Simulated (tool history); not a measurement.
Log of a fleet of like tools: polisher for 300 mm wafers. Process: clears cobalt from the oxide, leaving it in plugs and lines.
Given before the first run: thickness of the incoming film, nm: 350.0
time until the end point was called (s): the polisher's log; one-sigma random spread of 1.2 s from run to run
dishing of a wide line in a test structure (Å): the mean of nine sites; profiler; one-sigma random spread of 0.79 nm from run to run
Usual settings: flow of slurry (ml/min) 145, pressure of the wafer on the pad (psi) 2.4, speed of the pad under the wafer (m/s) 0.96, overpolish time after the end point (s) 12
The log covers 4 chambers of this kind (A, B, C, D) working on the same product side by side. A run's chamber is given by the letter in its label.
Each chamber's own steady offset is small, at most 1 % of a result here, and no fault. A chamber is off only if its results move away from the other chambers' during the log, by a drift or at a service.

run,hour,flow of slurry (ml/min),pressure of the wafer on the pad (psi),speed of the pad under the wafer (m/s),overpolish time after the end point (s),wafers polished on this pad,hours since the slurry nozzle was cleaned,hours since the head pressure was calibrated,time until the end point was called (s),dishing of a wide line in a test structure (Å)
1C,13.4,145,2.4,0.96,12,451,266.8,286.3,64.097,376.03
# hour 24.4: chamber C: worn pad replaced by a new one
2A,25.1,145,2.4,0.96,12,445,377.3,749.4,66.414,365.06
# hour 31.6: chamber B: worn pad replaced by a new one
3D,32.8,145,2.4,0.96,12,584,103.6,132.7,64.639,378.38
# hour 41.2: chamber B: slurry nozzle cleaned
4B,43.0,145,2.4,0.96,12,104,1.9,695.7,64.885,373.66
5C,50.9,145,2.4,0.96,12,241,304.3,323.8,64.553,370.66
6B,59.5,185,2.4,0.96,12,254,18.4,712.2,61.399,396.14
7A,67.4,185,2.4,0.96,12,830,419.6,791.7,63.762,399.80
8D,74.7,185,2.4,0.96,12,966,145.5,174.6,60.187,364.76
9B,86.3,185,2.4,0.96,12,499,45.2,739.0,63.183,374.42
10D,94.2,145,2.4,0.96,12,1143,165.0,194.1,64.102,375.09
# hour 96.1: chamber C: worn pad replaced by a new one
11C,104.4,145,2.4,0.96,12,76,357.8,377.3,65.286,381.22
12A,117.7,145,2.4,0.96,12,1289,469.9,842.0,62.568,370.86
13C,126.1,145,2.4,0.96,12,274,379.5,399.0,62.971,384.68
# hour 127.4: chamber B: worn pad replaced by a new one
# hour 131.7: chamber C: slurry nozzle cleaned
14D,134.5,145,2.4,0.96,12,1511,205.3,234.4,66.075,368.18
# hour 141.6: chamber A: worn pad replaced by a new one
15B,149.6,145,2.4,0.96,12,202,108.5,802.3,64.861,374.19
# hour 158.4: chamber C: worn pad replaced by a new one
16A,160.5,145,2.4,0.96,12,173,512.7,884.8,67.152,378.36
# hour 163.6: chamber D: slurry nozzle cleaned
17A,168.6,145,2.4,0.96,12,246,520.8,892.9,65.017,371.75
18C,176.9,105,2.4,0.68,12,169,45.2,449.8,96.239,305.83
# hour 183.1: chamber C: head pressure recalibrated
19B,185.3,105,2.4,0.68,12,528,144.2,838.0,96.841,278.87
20D,197.3,105,2.4,0.68,12,2083,33.7,297.2,103.190,286.16
21C,211.7,105,2.4,0.68,12,486,80.0,28.7,99.622,290.03
# hour 216.7: chamber B: worn pad replaced by a new one
22D,224.9,145,2.4,0.96,12,2335,61.3,324.8,70.491,360.96
23A,233.1,145,2.4,0.96,12,834,585.3,957.4,66.972,371.56
24B,241.2,145,2.4,0.96,12,224,200.1,893.9,65.853,366.60
25D,256.2,145,2.4,0.96,12,2620,92.6,356.1,74.007,355.06
26A,264.2,145,2.4,0.96,12,1118,616.4,988.5,65.264,369.54

Has any chamber moved away from the others, gradually or after a service, or does the common gauge drift, or do the chambers differ only by their own small steady offsets? State the chamber and the most likely cause if one applies.

Little by little, chamber D moves away from the other chambers.
Most likely cause: removal rate lost through wear of the pad, % = 11.3.
It could be hard to tell apart here from: head's pressure below its setpoint, %.

Below are 4 candidate recipes for chamber D's next run, each the usual settings with a change, their results shown as question marks. Which of them brings D's results back in line with what the other chambers give on the usual settings?
A result is in line if it is within this distance of the other chambers' mean on the usual settings: time until the end point was called (s) 4.400; dishing of a wide line in a test structure (Å) 28.00
27D-1,275.3,140,2.2,0.84,12,,,,?,?
27D-2,275.3,145,2.3,0.90,12,,,,?,?
27D-3,275.3,150,2.7,1.08,12,,,,?,?
27D-4,275.3,145,2.5,1.02,12,,,,?,?

Mean of the other chambers on the usual settings: time until the end point was called (s) 65.217; dishing of a wide line in a test structure (Å) 377.90
run,time until the end point was called (s),dishing of a wide line in a test structure (Å)
27D-1,91.000,305.59
27D-2,80.822,329.00
27D-3,57.241,396.78
27D-4,65.777,369.83
Change 27D-4 lands the chamber within the allowed miss of the other chambers.
